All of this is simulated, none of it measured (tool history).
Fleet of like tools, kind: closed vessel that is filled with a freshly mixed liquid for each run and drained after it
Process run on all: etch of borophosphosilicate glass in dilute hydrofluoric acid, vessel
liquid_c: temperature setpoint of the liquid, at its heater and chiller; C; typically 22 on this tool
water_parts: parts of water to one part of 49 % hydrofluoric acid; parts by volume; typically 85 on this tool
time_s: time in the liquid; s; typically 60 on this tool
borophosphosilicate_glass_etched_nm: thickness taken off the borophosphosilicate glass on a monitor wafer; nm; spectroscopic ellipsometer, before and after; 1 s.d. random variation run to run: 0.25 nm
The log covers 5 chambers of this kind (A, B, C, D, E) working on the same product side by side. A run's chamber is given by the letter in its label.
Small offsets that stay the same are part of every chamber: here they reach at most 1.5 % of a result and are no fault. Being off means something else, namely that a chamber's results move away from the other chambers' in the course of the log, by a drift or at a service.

| run | hour | liquid_c | water_parts | time_s | read-back film thickness of the borophosphosilicate glass reference wafer, read on the same gauge (nm) | borophosphosilicate_glass_etched_nm |
|---|---|---|---|---|---|---|
| 1E | 3.9 | 22 | 85 | 60 | 59.981 | 27.842 |
| 2A | 6.6 | 22 | 85 | 60 | 59.99 | 27.343 |
| 3C | 11.7 | 22 | 85 | 60 | 59.976 | 27.569 |
| 4B | 16.6 | 22 | 85 | 60 | 60.019 | 27.399 |
| 5D | 20.1 | 22 | 60 | 40 | 59.968 | 27.263 |
| 6D | 24.2 | 22 | 60 | 40 | 60.033 | 27.183 |
|  | 24.6 | chamber D: thermometer replaced |
| 7C | 28.9 | 22 | 60 | 40 | 60.005 | 26.896 |
| 8B | 31.8 | 22 | 60 | 40 | 60.012 | 27.127 |
| 9E | 35.1 | 22 | 60 | 40 | 59.992 | 26.838 |
| 10A | 37.9 | 22 | 115 | 40 | 60.005 | 12.807 |
| 11C | 44.1 | 22 | 115 | 40 | 60.013 | 13.415 |
| 12E | 49.3 | 22 | 115 | 40 | 59.992 | 13.082 |
| 13D | 55.1 | 22 | 115 | 40 | 59.977 | 12.995 |
| 14B | 60.7 | 22 | 115 | 40 | 59.967 | 12.915 |
| 15A | 65 | 22 | 85 | 60 | 59.979 | 27.803 |
| 16A | 69.7 | 22 | 85 | 80 | 60.01 | 36.361 |
| 17B | 74.4 | 22 | 85 | 80 | 60.04 | 36.933 |
| 18C | 77.2 | 22 | 85 | 80 | 60.017 | 37.286 |
| 19D | 81.3 | 22 | 85 | 80 | 60.025 | 35.624 |
| 20E | 85.2 | 22 | 85 | 80 | 60.006 | 36.294 |
| 21D | 89.5 | 22 | 85 | 60 | 59.995 | 26.662 |
| 22A | 93.9 | 22 | 85 | 60 | 59.95 | 27.121 |
| 23C | 97.6 | 22 | 85 | 60 | 60.003 | 28.055 |
| 24E | 100.5 | 22 | 85 | 60 | 59.995 | 27.433 |
| 25B | 104.8 | 22 | 85 | 30 | 59.992 | 13.712 |
| 26D | 108.5 | 22 | 85 | 30 | 60.036 | 13.149 |
| 27A | 113.4 | 22 | 85 | 30 | 60.047 | 13.615 |
| 28C | 118.4 | 22 | 85 | 30 | 60.016 | 13.795 |
| 29E | 121.8 | 22 | 85 | 30 | 60.007 | 13.86 |
| 30B | 125.1 | 22 | 85 | 60 | 59.996 | 27.54 |
| 31A | 131.3 | 22 | 85 | 60 | 59.979 | 27.138 |
| 32B | 134.7 | 22 | 85 | 60 | 59.975 | 27.199 |
| 33D | 139.8 | 22 | 85 | 60 | 59.969 | 25.563 |

Is one chamber out of step, is the gauge drifting, or do the chambers differ by no more than their own small offsets? For an off chamber, give its letter and the likeliest cause.

It is chamber D that slowly wanders off from its peers.
Most likely cause: hydrofluoric acid flow below the setpoint (%) = 8.04.
The log may not tell that from: liquid colder than its thermometer reads (K).

Here are 4 candidates for chamber D's next run, each the usual settings with a change, their results left as question marks. Which one brings its results back in line with what the others give on the usual settings?
Allowed miss from the other chambers' usual-settings mean, per result, to count as in line: borophosphosilicate_glass_etched_nm 0.88 nm
| 34D-1 | 144.3 | 22 | 85 | 65 |  | ? |
| 34D-2 | 144.3 | 22 | 85 | 55 |  | ? |
| 34D-3 | 144.3 | 22 | 80 | 65 |  | ? |
| 34D-4 | 144.3 | 22 | 90 | 55 |  | ? |

Other chambers, usual settings, mean: borophosphosilicate_glass_etched_nm 27.539 nm
| run | borophosphosilicate_glass_etched_nm |
|---|---|
| 34D-1 | 27.39 |
| 34D-2 | 23.176 |
| 34D-3 | 29.31 |
| 34D-4 | 21.735 |
34D-1 brings the chamber back in line.

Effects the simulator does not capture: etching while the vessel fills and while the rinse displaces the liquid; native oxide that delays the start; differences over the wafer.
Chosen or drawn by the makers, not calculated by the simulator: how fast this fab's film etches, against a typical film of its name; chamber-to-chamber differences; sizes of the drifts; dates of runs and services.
